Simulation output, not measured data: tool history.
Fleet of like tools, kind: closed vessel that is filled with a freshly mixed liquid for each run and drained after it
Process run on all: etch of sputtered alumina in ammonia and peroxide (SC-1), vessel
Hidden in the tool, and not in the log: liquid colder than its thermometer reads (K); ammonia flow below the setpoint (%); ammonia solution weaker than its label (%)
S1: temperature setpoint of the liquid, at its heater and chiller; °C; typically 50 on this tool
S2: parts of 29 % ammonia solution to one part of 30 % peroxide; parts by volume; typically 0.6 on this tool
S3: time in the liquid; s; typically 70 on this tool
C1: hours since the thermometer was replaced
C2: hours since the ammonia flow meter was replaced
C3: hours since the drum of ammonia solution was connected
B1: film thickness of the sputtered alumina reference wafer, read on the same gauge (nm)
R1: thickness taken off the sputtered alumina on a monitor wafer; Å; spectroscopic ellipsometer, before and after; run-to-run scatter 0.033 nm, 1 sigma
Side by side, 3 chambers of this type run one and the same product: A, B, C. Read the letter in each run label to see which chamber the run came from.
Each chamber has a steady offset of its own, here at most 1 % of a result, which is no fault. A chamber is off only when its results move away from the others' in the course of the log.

run   hour    S1   S2  S3     C1      C2     C3      B1      R1
 1B    6.1    50  0.6  70  445.6   389.3  402.9  119.99  39.647
 2C   15.1    50  0.6  70   21.7  1520.8   85.9  119.99  39.444
 3A   25.4    50  0.6  70  181.1  1242.4   80.4     120   39.61
 4A   33.1    50  0.6  70  188.8  1250.1   88.1     120  40.248
 5B     39    50  0.6  70  478.5   422.2  435.8     120  40.133
 6C   44.6    50  0.6  70   51.2  1550.3  115.4     120   40.23
 7C   53.1    50  0.6  95   59.7  1558.8  123.9  119.99   54.18
 8A   58.9    50  0.6  95  214.6  1275.9  113.9  119.99  54.357
 9B   65.6    50  0.6  95  505.1   448.8  462.4     120  55.509
10C   72.9    50  0.6  70   79.5  1578.6  143.7  120.01   40.55
11B   80.2    50  0.6  70  519.7   463.4    477  119.99   40.08
12A   88.3    50  0.6  70    244  1305.3  143.3  120.02  40.062
13A   93.3    50  0.6  70    249  1310.3  148.3  119.99  39.381
14B  100.2  53.5  0.6  70  539.7   483.4    497     120  47.633
15C  105.3  53.5  0.6  70  111.9    1611  176.1  120.01  48.445
16B  114.9  53.5  0.6  70  554.4   498.1  511.7     120  47.138
     117.9  -- chamber B: ammonia flow meter replaced
17C    125    54  0.6  70  131.6  1630.7  195.8  120.01  50.222
18A  131.9    54  0.6  70  287.6  1348.9  186.9  120.02  49.506
19C  136.8    54  0.6  70  143.4  1642.5  207.6  119.98  49.711
20B  143.1  55.5  0.6  70  582.6    25.2  539.9     120  52.469
21A  148.7  55.5  0.6  70  304.4  1365.7  203.7  120.01  53.453
22A  154.4  55.5  0.6  70  310.1  1371.4  209.4     120  53.312
23C  163.3    50  0.6  70  169.9    1669  234.1  120.01  40.737
     164.9  -- chamber A: ammonia flow meter replaced
24B  168.5    50  0.6  70    608    50.6  565.3  120.02  38.994
25B  176.6    50  0.9  70  616.1    58.7  573.4     120  39.751
26A  186.4    50  0.9  70  342.1    21.6  241.4     120  41.455
27C  192.7    50  0.9  70  199.3  1698.4  263.5     120  41.956
28B  198.9    50  0.6  70  638.4      81  595.7  120.01  38.062

One chamber off, gauge drift, or nothing amiss beyond the chambers' own small offsets? If it is a chamber, which one, and what is the likeliest cause?

Chamber B drifts away from the others.
Likeliest cause: liquid colder than its thermometer reads (K) = 0.828.

Which of the 4 candidates below, each the usual settings with something changed and its results left as question marks, puts chamber B back in line with what the other chambers give on the usual settings?
To be in line, a result may differ from the other chambers' mean on the usual settings by at most: R1 1.1 Å
29B-1  206.5  49.5   0.6  65                   ?
29B-2  206.5    50  0.85  70                   ?
29B-3  206.5  51.5   0.6  70                   ?
29B-4  206.5    50  0.35  70                   ?

What the other chambers average on the usual settings: R1 39.947 Å
  run      R1
29B-1  34.714
29B-2   39.73
29B-3  41.742
29B-4  36.513
29B-2 puts the chamber back in line with the other chambers.

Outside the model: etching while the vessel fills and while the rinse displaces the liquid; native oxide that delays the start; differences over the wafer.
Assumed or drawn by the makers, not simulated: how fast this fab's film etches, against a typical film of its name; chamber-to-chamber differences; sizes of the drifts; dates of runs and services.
